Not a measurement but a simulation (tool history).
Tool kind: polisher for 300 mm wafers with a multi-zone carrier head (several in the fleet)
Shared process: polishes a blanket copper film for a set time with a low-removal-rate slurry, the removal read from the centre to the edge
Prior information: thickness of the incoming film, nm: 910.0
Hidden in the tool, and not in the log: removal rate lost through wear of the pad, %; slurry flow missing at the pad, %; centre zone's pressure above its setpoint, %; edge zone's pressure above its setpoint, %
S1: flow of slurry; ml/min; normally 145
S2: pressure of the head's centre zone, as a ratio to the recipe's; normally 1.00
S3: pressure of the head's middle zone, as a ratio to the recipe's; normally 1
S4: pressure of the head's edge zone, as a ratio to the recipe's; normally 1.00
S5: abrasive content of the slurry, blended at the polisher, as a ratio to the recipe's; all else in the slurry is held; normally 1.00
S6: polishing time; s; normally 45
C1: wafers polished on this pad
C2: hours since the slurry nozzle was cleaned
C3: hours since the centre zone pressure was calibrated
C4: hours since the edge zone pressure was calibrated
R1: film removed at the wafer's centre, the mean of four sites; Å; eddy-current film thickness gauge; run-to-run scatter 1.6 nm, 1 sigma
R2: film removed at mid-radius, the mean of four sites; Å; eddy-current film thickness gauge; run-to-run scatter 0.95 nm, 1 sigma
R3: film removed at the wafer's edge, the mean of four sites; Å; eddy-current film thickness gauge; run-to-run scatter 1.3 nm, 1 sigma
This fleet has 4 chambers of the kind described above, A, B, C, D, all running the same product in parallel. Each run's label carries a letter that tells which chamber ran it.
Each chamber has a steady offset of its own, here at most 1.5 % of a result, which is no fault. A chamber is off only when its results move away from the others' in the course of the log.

run,hour,S1,S2,S3,S4,S5,S6,C1,C2,C3,C4,R1,R2,R3
1D,4.9,145,1.00,1,1.00,1.00,45,484,733.2,53.9,279.1,1565.1,1591.4,1555.5
2A,10.5,145,1.00,1,1.00,1.00,45,144,170.3,448.2,466.5,1549.5,1564.7,1591.7
3B,16.4,145,1.00,1,1.00,1.00,45,126,488.5,578.5,443.4,1602.3,1572.6,1594.7
# hour 17.4: chamber D: slurry nozzle cleaned
4C,20.7,145,1.00,1,1.00,1.00,45,262,58.0,211.2,625.4,1559.4,1580.9,1557.9
# hour 22.5: chamber A: edge zone pressure recalibrated
5B,27.9,145,1.00,1,1.00,1.00,45,205,500.0,590.0,454.9,1586.0,1535.4,1581.4
6D,35.4,190,1.00,1,1.00,1.00,45,694,18.1,84.4,309.6,1621.0,1640.1,1590.8
7A,42.0,190,1.00,1,1.00,1.00,45,361,201.8,479.7,19.5,1661.4,1648.2,1631.0
8C,46.6,190,1.00,1,1.00,1.00,45,441,83.9,237.1,651.3,1603.1,1633.3,1604.8
9A,51.2,190,1.00,1,1.00,1.00,45,425,211.0,488.9,28.7,1642.1,1645.1,1644.8
10C,55.3,145,1.00,1,1.00,1.00,45,501,92.6,245.8,660.0,1552.0,1563.1,1574.4
11B,61.3,145,1.00,1,1.00,1.00,45,436,533.4,623.4,488.3,1568.1,1547.9,1573.1
12D,67.4,145,1.00,1,1.00,1.00,45,915,50.1,116.4,341.6,1564.1,1568.3,1526.4
13B,74.4,145,1.00,1,1.00,1.00,45,526,546.5,636.5,501.4,1556.3,1534.7,1559.5
14D,78.2,145,1.00,1,1.00,1.00,45,989,60.9,127.2,352.4,1555.9,1557.5,1531.8
15A,83.1,145,1.00,1,1.00,1.00,45,645,242.9,520.8,60.6,1590.2,1561.6,1572.6
# hour 84.2: chamber D: worn pad replaced by a new one
16C,87.4,145,1.00,1,1.00,1.00,45,722,124.7,277.9,692.1,1550.5,1560.7,1548.5
17C,90.7,145,1.00,1,1.00,1.00,45,745,128.0,281.2,695.4,1533.0,1552.9,1538.2
18D,96.1,145,1.00,1,1.00,1.00,45,82,78.8,145.1,370.3,1560.1,1571.9,1536.7
# hour 97.3: chamber A: worn pad replaced by a new one
19A,100.3,145,1.00,1,1.00,1.00,45,21,260.1,538.0,77.8,1550.0,1562.0,1575.1
# hour 104.8: chamber C: edge zone pressure recalibrated
20B,105.0,145,1.00,1,1.00,1.00,45,738,577.1,667.1,532.0,1530.9,1482.7,1552.1
# hour 108.6: chamber C: worn pad replaced by a new one
21A,112.3,145,1.00,1,1.00,1.00,45,104,272.1,550.0,89.8,1557.2,1570.0,1560.1
22D,116.5,145,1.00,1,1.00,1.00,45,223,99.2,165.5,390.7,1580.9,1587.7,1556.4
23C,122.8,145,1.00,1,1.00,1.00,39,98,160.1,313.3,18.0,1341.7,1380.8,1352.4
24B,127.5,145,1.00,1,1.00,1.00,39,893,599.6,689.6,554.5,1301.8,1293.2,1315.3
# hour 132.1: chamber B: worn pad replaced by a new one
25D,132.2,145,1.00,1,1.00,1.00,39,331,114.9,181.2,406.4,1352.7,1360.5,1346.6
# hour 132.5: chamber A: slurry nozzle cleaned
26B,137.8,145,1.00,1,1.00,1.00,39,39,609.9,699.9,564.8,1311.8,1268.8,1291.3
27C,142.1,145,1.00,1,1.00,1.00,45,231,179.4,332.6,37.3,1564.5,1557.0,1529.9
28A,146.4,145,1.00,1,1.00,1.00,45,339,13.9,584.1,123.9,1555.4,1538.3,1562.8
29A,149.9,145,1.00,1,1.00,1.25,45,363,17.4,587.6,127.4,1615.2,1643.2,1652.5
30B,155.2,145,1.00,1,1.00,1.25,45,160,627.3,717.3,582.2,1512.6,1524.0,1565.8
31D,160.6,145,1.00,1,1.00,1.25,45,527,143.3,209.6,434.8,1612.9,1670.3,1641.9
32C,166.3,145,1.00,1,1.00,1.25,45,398,203.6,356.8,61.5,1623.5,1651.4,1631.5
33D,170.4,145,1.00,1,1.00,1.00,45,595,153.1,219.4,444.6,1587.2,1581.9,1532.0
34C,174.1,145,1.00,1,1.00,1.00,45,452,211.4,364.6,69.3,1537.5,1561.4,1537.4
35B,180.3,145,1.00,1,1.00,1.00,45,333,652.4,742.4,607.3,1409.2,1424.2,1494.8
36A,187.3,145,1.00,1,1.07,1.00,45,621,54.8,625.0,164.8,1585.2,1560.2,1623.0
# hour 189.6: chamber A: worn pad replaced by a new one
37A,192.1,145,1.00,1,1.07,1.00,45,17,59.6,629.8,169.6,1539.8,1571.4,1637.0

Next, every chamber runs the same settings. What will each give?
38A,197.4,145,1.06,1,1.00,1.00,45,,,,,?,?,?
38B,197.4,145,1.06,1,1.00,1.00,45,,,,,?,?,?
38C,197.4,145,1.06,1,1.00,1.00,45,,,,,?,?,?
38D,197.4,145,1.06,1,1.00,1.00,45,,,,,?,?,?

run,R1,R2,R3
38A,1655.2,1567.9,1561.0
38B,1517.5,1394.6,1431.3
38C,1657.7,1567.0,1556.3
38D,1677.7,1567.4,1546.6
